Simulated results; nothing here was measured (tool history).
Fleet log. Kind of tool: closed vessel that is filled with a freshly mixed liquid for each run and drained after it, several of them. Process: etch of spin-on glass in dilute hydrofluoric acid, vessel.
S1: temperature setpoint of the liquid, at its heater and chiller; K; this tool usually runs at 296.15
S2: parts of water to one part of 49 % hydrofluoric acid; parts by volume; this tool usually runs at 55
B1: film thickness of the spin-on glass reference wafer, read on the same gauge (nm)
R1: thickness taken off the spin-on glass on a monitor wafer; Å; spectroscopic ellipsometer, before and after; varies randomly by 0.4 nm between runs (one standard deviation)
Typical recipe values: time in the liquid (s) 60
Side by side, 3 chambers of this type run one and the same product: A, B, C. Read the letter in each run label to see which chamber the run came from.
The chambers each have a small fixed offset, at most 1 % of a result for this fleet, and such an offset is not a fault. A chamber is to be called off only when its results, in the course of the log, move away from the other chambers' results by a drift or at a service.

{"run": "1C", "hour": 4.6, "S1": 296.15, "S2": 55, "time in the liquid (s)": 60, "B1": 129.99, "R1": 470.67}
{"run": "2B", "hour": 10.4, "S1": 296.15, "S2": 55, "time in the liquid (s)": 60, "B1": 129.98, "R1": 489.02}
{"run": "3A", "hour": 13.9, "S1": 296.15, "S2": 55, "time in the liquid (s)": 60, "B1": 129.98, "R1": 487.65}
{"run": "4A", "hour": 17.4, "S1": 296.15, "S2": 55, "time in the liquid (s)": 60, "B1": 129.99, "R1": 488.16}
{"run": "5C", "hour": 22.9, "S1": 294.15, "S2": 65, "time in the liquid (s)": 60, "B1": 130.03, "R1": 363.65}
{"run": "6B", "hour": 26.0, "S1": 294.15, "S2": 65, "time in the liquid (s)": 60, "B1": 130.01, "R1": 371.36}
{"run": "7C", "hour": 31.1, "S1": 294.15, "S2": 65, "time in the liquid (s)": 60, "B1": 129.97, "R1": 366.13}
{"run": "8A", "hour": 37.4, "S1": 296.15, "S2": 55, "time in the liquid (s)": 60, "B1": 130.0, "R1": 487.39}
{"run": "9B", "hour": 42.9, "S1": 296.15, "S2": 55, "time in the liquid (s)": 60, "B1": 130.01, "R1": 488.4}
{"run": "10B", "hour": 49.4, "S1": 296.15, "S2": 55, "time in the liquid (s)": 60, "B1": 130.0, "R1": 480.29}
{"run": "11A", "hour": 55.1, "S1": 296.15, "S2": 55, "time in the liquid (s)": 60, "B1": 130.02, "R1": 481.69}
{"run": "12C", "hour": 59.6, "S1": 296.15, "S2": 55, "time in the liquid (s)": 60, "B1": 130.01, "R1": 480.73}
{"run": "13C", "hour": 63.0, "S1": 296.15, "S2": 55, "time in the liquid (s)": 60, "B1": 130.01, "R1": 477.0}
{"run": "14A", "hour": 67.9, "S1": 296.15, "S2": 55, "time in the liquid (s)": 60, "B1": 129.98, "R1": 485.9}
{"run": "15B", "hour": 74.2, "S1": 296.15, "S2": 55, "time in the liquid (s)": 60, "B1": 130.03, "R1": 484.18}
{"run": "16A", "hour": 77.7, "S1": 296.15, "S2": 55, "time in the liquid (s)": 60, "B1": 130.01, "R1": 484.78}
{"run": "17C", "hour": 82.7, "S1": 296.15, "S2": 55, "time in the liquid (s)": 60, "B1": 129.99, "R1": 476.05}
{"run": "18B", "hour": 86.6, "S1": 296.15, "S2": 55, "time in the liquid (s)": 60, "B1": 129.97, "R1": 474.05}
{"run": "19C", "hour": 92.3, "S1": 296.15, "S2": 55, "time in the liquid (s)": 60, "B1": 129.98, "R1": 474.66}
{"run": "20B", "hour": 99.2, "S1": 296.15, "S2": 55, "time in the liquid (s)": 60, "B1": 130.04, "R1": 483.67}
{"run": "21A", "hour": 103.1, "S1": 296.15, "S2": 55, "time in the liquid (s)": 60, "B1": 129.98, "R1": 484.32}
{"run": "22C", "hour": 108.2, "S1": 296.15, "S2": 55, "time in the liquid (s)": 60, "B1": 129.98, "R1": 480.79}

All chambers now run identical settings, listed one chamber a line with results as question marks. What results will each chamber show?
{"run": "23A", "hour": 113.1, "S1": 296.15, "S2": 55, "time in the liquid (s)": 85, "R1": "?"}
{"run": "23B", "hour": 113.1, "S1": 296.15, "S2": 55, "time in the liquid (s)": 85, "R1": "?"}
{"run": "23C", "hour": 113.1, "S1": 296.15, "S2": 55, "time in the liquid (s)": 85, "R1": "?"}

run=23A R1=672.13
run=23B R1=679.87
run=23C R1=673.31

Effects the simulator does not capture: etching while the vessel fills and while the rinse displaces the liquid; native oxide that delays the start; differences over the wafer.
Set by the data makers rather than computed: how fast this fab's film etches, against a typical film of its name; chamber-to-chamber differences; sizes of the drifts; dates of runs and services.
